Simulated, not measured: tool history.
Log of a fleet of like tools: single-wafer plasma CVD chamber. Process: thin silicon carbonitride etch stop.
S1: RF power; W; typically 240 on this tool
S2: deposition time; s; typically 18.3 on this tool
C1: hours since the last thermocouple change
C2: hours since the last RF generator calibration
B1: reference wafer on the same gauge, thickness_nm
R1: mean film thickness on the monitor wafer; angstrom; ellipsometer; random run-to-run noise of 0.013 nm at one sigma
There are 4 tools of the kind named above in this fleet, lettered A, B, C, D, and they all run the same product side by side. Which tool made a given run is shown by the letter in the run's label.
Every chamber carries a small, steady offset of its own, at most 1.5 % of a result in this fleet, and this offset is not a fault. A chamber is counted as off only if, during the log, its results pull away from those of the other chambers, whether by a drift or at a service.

run 1C day=0.275 | S1=240 S2=18.3 | C1=901.3 C2=298.8 | B1=10.302 | R1=111.47
run 2D day=0.512 | S1=240 S2=18.3 | C1=926.2 C2=1171.3 | B1=10.301 | R1=111.19
run 3B day=0.8 | S1=240 S2=18.3 | C1=2030.7 C2=1031 | B1=10.303 | R1=110.89
run 4A day=1.083 | S1=240 S2=18.3 | C1=602.5 C2=1609.1 | B1=10.305 | R1=109.83
run 5D day=1.242 | S1=240 S2=18.3 | C1=943.7 C2=1188.8 | B1=10.305 | R1=111.23
run 6B day=1.4 | S1=240 S2=18.3 | C1=2045.1 C2=1045.4 | B1=10.304 | R1=110.95
run 7C day=1.629 | S1=240 S2=18.3 | C1=933.8 C2=331.3 | B1=10.308 | R1=111.46
run 8A day=1.942 | S1=240 S2=18.3 | C1=623.1 C2=1629.7 | B1=10.31 | R1=109.63
run 9A day=2.079 | S1=240 S2=18.3 | C1=626.4 C2=1633 | B1=10.313 | R1=109.81
run 10C day=2.258 | S1=240 S2=18.3 | C1=948.9 C2=346.4 | B1=10.313 | R1=111.61
run 11B day=2.425 | S1=240 S2=15.8 | C1=2069.7 C2=1070 | B1=10.313 | R1=95.719
run 12D day=2.617 | S1=240 S2=15.8 | C1=976.7 C2=1221.8 | B1=10.315 | R1=95.909
run 13C day=2.8 | S1=240 S2=15.8 | C1=961.9 C2=359.4 | B1=10.314 | R1=96.204
run 14D day=2.988 | S1=240 S2=15.8 | C1=985.6 C2=1230.7 | B1=10.316 | R1=95.915
run 15B day=3.179 | S1=240 S2=18.3 | C1=2087.8 C2=1088.1 | B1=10.315 | R1=110.76
run 16A day=3.379 | S1=240 S2=18.3 | C1=657.6 C2=1664.2 | B1=10.319 | R1=109.81
run 17C day=3.55 | S1=240 S2=20.2 | C1=979.9 C2=377.4 | B1=10.317 | R1=123.25
run 18D day=3.712 | S1=240 S2=20.2 | C1=1003 C2=1248.1 | B1=10.318 | R1=122.8
run 19B day=3.967 | S1=240 S2=20.2 | C1=2106.7 C2=1107 | B1=10.319 | R1=122.33
run 20A day=4.179 | S1=240 S2=20.2 | C1=676.8 C2=1683.4 | B1=10.322 | R1=121.29
run 21C day=4.362 | S1=240 S2=18.3 | C1=999.4 C2=396.9 | B1=10.32 | R1=111.59
run 22B day=4.633 | S1=240 S2=18.3 | C1=2122.7 C2=1123 | B1=10.327 | R1=110.88
run 23D day=4.842 | S1=240 S2=18.3 | C1=1030.1 C2=1275.2 | B1=10.327 | R1=111.18
run 24A day=4.983 | S1=240 S2=18.3 | C1=696.1 C2=1702.7 | B1=10.324 | R1=109.99
run 25B day=5.171 | S1=240 S2=19.9 | C1=2135.6 C2=1135.9 | B1=10.327 | R1=120.67
run 26D day=5.362 | S1=240 S2=19.9 | C1=1042.6 C2=1287.7 | B1=10.33 | R1=121.14
run 27C day=5.504 | S1=240 S2=19.9 | C1=1026.8 C2=424.3 | B1=10.327 | R1=121.39
run 28A day=5.675 | S1=240 S2=19.9 | C1=712.7 C2=1719.3 | B1=10.331 | R1=119.54
run 29D day=5.892 | S1=240 S2=18.3 | C1=1055.3 C2=1300.4 | B1=10.331 | R1=111.33
run 30B day=6.025 | S1=240 S2=18.3 | C1=2156.1 C2=1156.4 | B1=10.332 | R1=110.94
run 31A day=6.196 | S1=240 S2=18.3 | C1=725.2 C2=1731.8 | B1=10.331 | R1=110.07
run 32C day=6.442 | S1=240 S2=18.3 | C1=1049.3 C2=446.8 | B1=10.336 | R1=111.68
run 33D day=6.733 | S1=275 S2=18.3 | C1=1075.5 C2=1320.6 | B1=10.337 | R1=116.38
run 34B day=6.883 | S1=275 S2=18.3 | C1=2176.7 C2=1177 | B1=10.339 | R1=115.67
run 35C day=7.029 | S1=275 S2=18.3 | C1=1063.4 C2=460.9 | B1=10.336 | R1=116.42
run 36A day=7.325 | S1=275 S2=18.3 | C1=752.3 C2=1758.9 | B1=10.341 | R1=114.61
run 37D day=7.471 | S1=240 S2=15.1 | C1=1093.2 C2=1338.3 | B1=10.338 | R1=91.935
run 38A day=7.733 | S1=240 S2=15.1 | C1=762.1 C2=1768.7 | B1=10.343 | R1=90.893
run 39B day=7.967 | S1=240 S2=15.1 | C1=2202.7 C2=1203 | B1=10.339 | R1=91.703
run 40C day=8.217 | S1=240 S2=15.1 | C1=1091.9 C2=489.4 | B1=10.343 | R1=92.402
run 41A day=8.458 | S1=240 S2=18.3 | C1=779.5 C2=1786.1 | B1=10.344 | R1=109.91
run 42D day=8.688 | S1=240 S2=18.3 | C1=1122.4 C2=1367.5 | B1=10.345 | R1=111.62
run 43B day=8.888 | S1=260 S2=18.3 | C1=2224.8 C2=1225.1 | B1=10.348 | R1=114.09

Is one chamber out of step, is the gauge drifting, or do the chambers differ by no more than their own small offsets? For an off chamber, give its letter and the likeliest cause.

The shared gauge is drifting. All chambers look as if they move in step, but none is off.
What lies behind it: gauge reads high (%) = 0.472.
